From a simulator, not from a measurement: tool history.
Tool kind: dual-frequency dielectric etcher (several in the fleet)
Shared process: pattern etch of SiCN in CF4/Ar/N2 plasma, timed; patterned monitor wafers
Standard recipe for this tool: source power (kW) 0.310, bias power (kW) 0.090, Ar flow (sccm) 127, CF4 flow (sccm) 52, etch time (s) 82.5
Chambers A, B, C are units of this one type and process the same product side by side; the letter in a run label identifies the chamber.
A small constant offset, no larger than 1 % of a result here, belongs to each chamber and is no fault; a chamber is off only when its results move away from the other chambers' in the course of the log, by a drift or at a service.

| run | hour | source power (kW) | bias power (kW) | Ar flow (sccm) | CF4 flow (sccm) | etch time (s) | hours since the last wet clean | hours since the last source power generator calibration | hours since the last bias power generator calibration | hours since the last Ar flow controller change | hours since the last CF4 flow controller change | read-back reference wafer on the same gauge, depth_nm | mean etch depth across the wafer (Å) |
|---|---|---|---|---|---|---|---|---|---|---|---|---|---|
| 1B | 11.1 | 0.310 | 0.090 | 127 | 52 | 82.5 | 179.7 | 649.2 | 693.9 | 3149.2 | 1433.7 | 49.355 | 516.43 |
| 2A | 20.6 | 0.310 | 0.090 | 127 | 52 | 82.5 | 31.8 | 2538.9 | 729.6 | 5470.4 | 447.9 | 49.351 | 516.68 |
|  | 25.6 | chamber B: Ar flow controller replaced |
| 3C | 33.8 | 0.310 | 0.090 | 127 | 52 | 82.5 | 201.4 | 4478.3 | 2713.2 | 1034.5 | 2250.0 | 49.353 | 515.60 |
| 4C | 43.5 | 0.310 | 0.090 | 127 | 52 | 82.5 | 211.1 | 4488.0 | 2722.9 | 1044.2 | 2259.7 | 49.403 | 513.92 |
| 5B | 54.7 | 0.310 | 0.090 | 127 | 52 | 82.5 | 223.3 | 692.8 | 737.5 | 29.2 | 1477.3 | 49.348 | 509.14 |
| 6A | 67.8 | 0.310 | 0.090 | 127 | 52 | 82.5 | 79.0 | 2586.1 | 776.8 | 5517.6 | 495.1 | 49.338 | 516.32 |
| 7A | 79.4 | 0.310 | 0.090 | 127 | 52 | 64.5 | 90.6 | 2597.7 | 788.4 | 5529.2 | 506.7 | 49.447 | 402.86 |
| 8C | 88.3 | 0.310 | 0.090 | 127 | 52 | 64.5 | 255.9 | 4532.8 | 2767.7 | 1089.0 | 2304.5 | 49.429 | 399.97 |
| 9B | 102.6 | 0.310 | 0.090 | 127 | 52 | 64.5 | 271.2 | 740.7 | 785.4 | 77.1 | 1525.2 | 49.467 | 398.48 |
| 10C | 110.9 | 0.310 | 0.090 | 127 | 52 | 82.5 | 278.5 | 4555.4 | 2790.3 | 1111.6 | 2327.1 | 49.380 | 518.36 |
| 11B | 126.0 | 0.310 | 0.090 | 127 | 52 | 82.5 | 294.6 | 764.1 | 808.8 | 100.5 | 1548.6 | 49.405 | 512.74 |
| 12A | 140.3 | 0.310 | 0.090 | 127 | 52 | 82.5 | 151.5 | 2658.6 | 849.3 | 5590.1 | 567.6 | 49.435 | 513.58 |
| 13B | 148.4 | 0.310 | 0.090 | 127 | 52 | 82.5 | 317.0 | 786.5 | 831.2 | 122.9 | 1571.0 | 49.373 | 514.65 |
| 14C | 158.1 | 0.310 | 0.090 | 127 | 52 | 82.5 | 325.7 | 4602.6 | 2837.5 | 1158.8 | 2374.3 | 49.436 | 517.72 |
| 15A | 167.7 | 0.310 | 0.090 | 127 | 52 | 82.5 | 178.9 | 2686.0 | 876.7 | 5617.5 | 595.0 | 49.386 | 511.86 |
| 16C | 180.9 | 0.310 | 0.090 | 127 | 52 | 82.5 | 348.5 | 4625.4 | 2860.3 | 1181.6 | 2397.1 | 49.449 | 510.38 |
| 17B | 189.0 | 0.310 | 0.090 | 127 | 52 | 82.5 | 357.6 | 827.1 | 871.8 | 163.5 | 1611.6 | 49.396 | 510.42 |
| 18A | 199.0 | 0.310 | 0.090 | 127 | 45 | 102.5 | 210.2 | 2717.3 | 908.0 | 5648.8 | 626.3 | 49.441 | 618.80 |
| 19B | 213.1 | 0.310 | 0.090 | 127 | 45 | 102.5 | 381.7 | 851.2 | 895.9 | 187.6 | 1635.7 | 49.457 | 623.88 |
| 20A | 226.5 | 0.310 | 0.090 | 127 | 45 | 102.5 | 237.7 | 2744.8 | 935.5 | 5676.3 | 653.8 | 49.405 | 629.32 |
| 21C | 241.8 | 0.310 | 0.090 | 127 | 52 | 82.5 | 409.4 | 4686.3 | 2921.2 | 1242.5 | 2458.0 | 49.446 | 511.26 |
| 22A | 249.2 | 0.310 | 0.090 | 127 | 52 | 82.5 | 260.4 | 2767.5 | 958.2 | 5699.0 | 676.5 | 49.397 | 511.21 |
| 23C | 265.1 | 0.310 | 0.090 | 127 | 52 | 82.5 | 432.7 | 4709.6 | 2944.5 | 1265.8 | 2481.3 | 49.315 | 511.00 |
| 24B | 277.5 | 0.310 | 0.090 | 127 | 52 | 82.5 | 446.1 | 915.6 | 960.3 | 252.0 | 1700.1 | 49.434 | 511.62 |
|  | 280.0 | chamber C: bias power generator calibrated |
| 25C | 294.1 | 0.310 | 0.090 | 127 | 52 | 82.5 | 461.7 | 4738.6 | 14.1 | 1294.8 | 2510.3 | 49.412 | 512.38 |
| 26A | 304.0 | 0.310 | 0.090 | 127 | 52 | 82.5 | 315.2 | 2822.3 | 1013.0 | 5753.8 | 731.3 | 49.397 | 514.60 |

What goes on in this fleet: one chamber off, a drifting gauge, or nothing beyond the chambers' own small offsets? Name the chamber and the cause, if any.

No chamber is off and the gauge is stable; the differences are just each chamber's small, constant offset.
